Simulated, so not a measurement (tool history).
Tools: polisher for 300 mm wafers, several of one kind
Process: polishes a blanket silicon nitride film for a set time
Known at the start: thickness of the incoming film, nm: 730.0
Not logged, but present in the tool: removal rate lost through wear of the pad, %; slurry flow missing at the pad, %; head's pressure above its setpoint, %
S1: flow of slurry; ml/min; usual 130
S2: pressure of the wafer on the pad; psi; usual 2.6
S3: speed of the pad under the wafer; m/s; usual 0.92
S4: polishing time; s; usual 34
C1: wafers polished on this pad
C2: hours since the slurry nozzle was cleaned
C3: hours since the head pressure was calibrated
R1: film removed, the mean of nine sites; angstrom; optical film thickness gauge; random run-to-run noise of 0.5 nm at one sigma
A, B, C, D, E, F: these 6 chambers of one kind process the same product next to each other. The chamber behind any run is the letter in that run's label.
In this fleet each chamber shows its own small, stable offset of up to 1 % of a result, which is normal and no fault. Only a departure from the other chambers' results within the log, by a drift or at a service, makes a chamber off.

run	hour	S1	S2	S3	S4	C1	C2	C3	R1
1C	10.6	130	2.6	0.92	34	351	20.2	105.2	344.47
2A	20.3	130	2.6	0.92	34	820	208.1	521.9	343.4
3F	30.9	130	2.6	0.92	34	233	599.5	787.8	337.79
# hour 36.7: chamber F: slurry nozzle cleaned
4D	39.2	130	2.6	0.92	34	693	581	411.3	349.02
# hour 39.5: chamber C: worn pad replaced by a new one
5B	49.5	130	2.6	0.92	34	433	298.4	365.4	342.89
# hour 53.7: chamber B: head pressure recalibrated
6E	55.7	130	2.6	0.92	34	617	75.7	694.8	344
7C	64	130	2.6	0.92	34	182	73.6	158.6	343.47
8E	69.6	130	2.6	0.92	34	720	89.6	708.7	340.98
9F	75.4	130	2.6	0.92	34	564	38.8	832.3	345.17
10B	83.7	130	2.6	0.92	34	687	332.6	30.1	344.78
11D	90.3	85	3.3	0.92	34	1073	632.1	462.4	395.8
# hour 96.2: chamber B: worn pad replaced by a new one
12A	96.4	85	3.3	0.92	34	1385	284.2	598	396.41
# hour 100.4: chamber E: worn pad replaced by a new one
# hour 101.9: chamber D: head pressure recalibrated
# hour 104.6: chamber F: worn pad replaced by a new one
13B	107.2	85	3.3	0.92	34	82	356.1	53.6	387.29
# hour 115.9: chamber D: slurry nozzle cleaned
# hour 118.1: chamber C: worn pad replaced by a new one
# hour 118.6: chamber A: worn pad replaced by a new one
14C	118.8	85	3.3	0.92	34	5	128.4	213.4	399.63
15F	124.2	85	3.3	0.92	34	145	87.6	881.1	395.18
16E	129.6	85	3.3	0.92	34	217	149.6	768.7	385.56
17D	136.3	130	2.6	0.92	34	1415	20.4	34.5	328.2
18A	148	130	2.6	0.92	34	219	335.8	649.6	343.87
19D	155.7	130	2.6	0.92	34	1559	39.8	53.9	329.7
20B	163.9	130	2.6	0.92	34	503	412.8	110.3	335.48
21C	171.9	130	2.6	0.92	34	400	181.5	266.5	350.7
22A	180.3	130	2.6	0.76	43	459	368.1	681.9	372.96
# hour 180.6: chamber A: head pressure recalibrated
23E	189.5	130	2.6	0.76	43	662	209.5	828.6	377
# hour 197.1: chamber C: worn pad replaced by a new one
24F	197.5	130	2.6	0.76	43	690	160.9	954.4	377.73
# hour 200.4: chamber F: worn pad replaced by a new one
25F	205.3	130	2.6	0.76	43	37	168.7	962.2	381.12
26C	216.3	130	2.6	0.76	43	142	225.9	310.9	375.34
# hour 219: chamber B: worn pad replaced by a new one
27D	221.7	130	2.6	0.76	43	2050	105.8	119.9	348.56
28B	229.8	130	2.6	0.92	34	80	478.7	176.2	338.73
# hour 236.6: chamber F: head pressure recalibrated
29A	236.9	130	2.6	0.92	34	879	424.7	56.4	346.78
30E	244.5	130	2.6	0.92	34	1071	264.5	883.6	344.77
31F	251.5	130	2.6	0.92	34	380	214.9	14.9	349.73
# hour 253.4: chamber E: worn pad replaced by a new one
32B	261.5	130	2.6	0.92	34	316	510.4	207.9	349.59
33C	272.2	130	2.6	0.92	34	558	281.8	366.8	344.2
# hour 281.3: chamber F: worn pad replaced by a new one
34A	283.3	130	2.6	0.92	34	1224	471.1	102.8	341.98
35D	293.2	130	2.6	0.92	34	2581	177.3	191.4	314.76
36E	299.1	130	2.6	0.92	34	339	319.1	938.2	342.88
# hour 300: chamber A: slurry nozzle cleaned
# hour 301.7: chamber A: worn pad replaced by a new one
37A	305.4	130	2.6	0.92	34	28	5.4	124.9	347.19
38F	315.3	130	2	0.92	34	253	278.7	78.7	267.44

Next, all 6 chambers run the settings below, one line each with question marks for the results. What does each chamber give?
39A	323.7	130	2.6	0.92	43				?
39B	323.7	130	2.6	0.92	43				?
39C	323.7	130	2.6	0.92	43				?
39D	323.7	130	2.6	0.92	43				?
39E	323.7	130	2.6	0.92	43				?
39F	323.7	130	2.6	0.92	43				?

run	R1
39A	434.6
39B	426.52
39C	451.64
39D	373.26
39E	444.64
39F	438.06

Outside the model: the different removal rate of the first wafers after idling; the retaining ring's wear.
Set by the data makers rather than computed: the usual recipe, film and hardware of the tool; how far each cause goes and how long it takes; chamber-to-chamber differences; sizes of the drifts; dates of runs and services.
